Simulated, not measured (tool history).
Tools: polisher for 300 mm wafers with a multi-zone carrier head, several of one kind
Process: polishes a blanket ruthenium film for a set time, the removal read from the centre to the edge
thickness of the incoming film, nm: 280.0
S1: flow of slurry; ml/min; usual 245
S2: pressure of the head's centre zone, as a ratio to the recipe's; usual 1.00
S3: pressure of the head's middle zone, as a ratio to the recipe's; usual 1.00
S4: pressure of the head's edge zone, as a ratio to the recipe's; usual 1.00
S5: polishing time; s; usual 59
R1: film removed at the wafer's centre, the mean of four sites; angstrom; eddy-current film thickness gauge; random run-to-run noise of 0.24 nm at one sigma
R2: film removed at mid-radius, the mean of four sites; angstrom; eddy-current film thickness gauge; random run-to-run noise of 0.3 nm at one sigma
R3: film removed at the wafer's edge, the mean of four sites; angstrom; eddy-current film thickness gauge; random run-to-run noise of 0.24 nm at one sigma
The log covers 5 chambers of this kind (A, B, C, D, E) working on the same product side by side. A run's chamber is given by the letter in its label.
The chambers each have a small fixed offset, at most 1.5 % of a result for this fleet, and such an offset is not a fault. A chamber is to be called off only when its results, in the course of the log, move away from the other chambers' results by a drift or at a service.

run,hour,S1,S2,S3,S4,S5,R1,R2,R3
# hour 2.1: chamber B: worn pad replaced by a new one
# hour 4.3: chamber A: worn pad replaced by a new one
# hour 7.2: chamber D: edge zone pressure recalibrated
1C,10.6,245,1.00,1.00,1.00,59,375.22,368.20,370.42
# hour 16.0: chamber C: worn pad replaced by a new one
2E,21.6,245,1.00,1.00,1.00,59,376.06,371.08,368.45
3D,27.8,245,1.00,1.00,1.00,59,369.11,369.81,372.27
# hour 35.3: chamber A: edge zone pressure recalibrated
# hour 36.5: chamber C: edge zone pressure recalibrated
4A,39.6,245,1.00,1.00,1.00,59,373.79,371.76,367.23
# hour 49.9: chamber E: worn pad replaced by a new one
5B,50.5,245,1.00,1.00,1.00,59,370.98,369.53,369.78
# hour 55.4: chamber E: edge zone pressure recalibrated
# hour 63.3: chamber D: worn pad replaced by a new one
6E,64.2,245,1.00,1.00,1.00,59,378.26,374.32,372.04
7C,73.3,245,0.94,0.92,1.00,59,352.07,337.60,370.55
# hour 74.4: chamber A: worn pad replaced by a new one
# hour 75.0: chamber B: worn pad replaced by a new one
8B,86.3,245,0.94,0.92,1.00,59,353.37,338.75,370.42
9D,93.2,245,0.94,0.92,1.00,59,349.12,345.51,373.54
# hour 94.7: chamber C: worn pad replaced by a new one
# hour 97.5: chamber D: centre zone pressure recalibrated
# hour 99.1: chamber E: centre zone pressure recalibrated
10A,106.2,245,0.94,0.92,1.00,59,345.78,343.48,366.70
11E,118.1,245,0.94,0.92,1.00,59,352.64,345.59,373.92
12D,126.3,245,1.00,1.00,1.00,59,372.16,367.28,375.07
# hour 127.3: chamber E: worn pad replaced by a new one
# hour 131.2: chamber B: edge zone pressure recalibrated
# hour 131.4: chamber B: centre zone pressure recalibrated
# hour 138.0: chamber D: worn pad replaced by a new one
13B,139.1,245,1.00,1.00,1.00,59,373.91,365.57,368.97
14C,145.9,245,1.00,1.00,1.00,59,372.15,367.58,371.32
# hour 147.5: chamber C: slurry nozzle cleaned
# hour 147.7: chamber B: worn pad replaced by a new one
# hour 155.3: chamber A: worn pad replaced by a new one
15A,158.6,245,1.00,1.00,1.00,59,370.72,368.11,366.38
# hour 166.0: chamber C: worn pad replaced by a new one
16A,168.7,245,1.00,1.00,1.00,59,374.90,372.72,368.06
17C,178.5,245,1.00,1.00,1.00,59,375.25,368.12,370.91
18E,186.5,245,1.00,1.00,1.00,59,376.68,375.93,374.32
19B,195.0,245,1.00,1.00,1.00,59,372.90,361.65,371.62
20D,208.5,245,1.00,1.00,1.00,59,374.63,366.37,370.35
# hour 211.6: chamber E: worn pad replaced by a new one
21B,220.0,245,1.00,1.00,0.95,51,318.88,321.37,306.30
# hour 220.7: chamber A: worn pad replaced by a new one
# hour 228.2: chamber B: worn pad replaced by a new one
# hour 230.4: chamber D: worn pad replaced by a new one
22A,231.6,245,1.00,1.00,0.95,51,322.20,327.26,310.06
# hour 233.8: chamber C: worn pad replaced by a new one
23C,238.2,245,1.00,1.00,0.95,51,318.99,320.60,315.02
# hour 246.5: chamber A: slurry nozzle cleaned
24D,251.9,245,1.00,1.00,0.95,51,317.35,318.15,313.49
25E,263.6,245,1.00,1.00,0.95,51,329.57,321.98,309.78
26B,272.1,245,1.00,1.00,1.00,59,372.38,365.76,372.40
# hour 279.2: chamber E: worn pad replaced by a new one
27E,279.7,245,1.00,1.00,1.00,59,373.96,369.96,371.02
28A,289.0,245,1.00,1.00,1.00,59,372.64,369.35,367.65
# hour 293.0: chamber A: worn pad replaced by a new one
# hour 297.1: chamber C: worn pad replaced by a new one
29C,302.7,245,1.00,1.00,1.00,59,372.85,372.21,371.35
# hour 307.0: chamber B: worn pad replaced by a new one
# hour 311.8: chamber D: worn pad replaced by a new one
30D,313.6,245,1.00,1.00,1.00,59,364.31,374.35,371.14
31D,319.7,245,1.00,1.00,1.00,59,368.94,375.86,368.74
32C,331.2,245,1.00,1.00,1.00,59,375.34,371.56,372.48
33A,344.5,245,1.00,1.00,1.00,59,374.28,368.03,367.96
# hour 349.1: chamber E: worn pad replaced by a new one
34B,356.7,245,1.00,1.00,1.00,59,371.52,369.45,372.16
35E,368.3,245,1.00,1.00,1.00,59,372.81,376.46,373.11

Read the log: is a single chamber off, either drifting away or since a service, is the gauge that measures every chamber drifting, or is nothing wrong beyond small per-chamber offsets? Name any odd chamber and what most likely caused it.

Neither any chamber nor the gauge drifts; the chambers differ only by their own small, steady offsets.
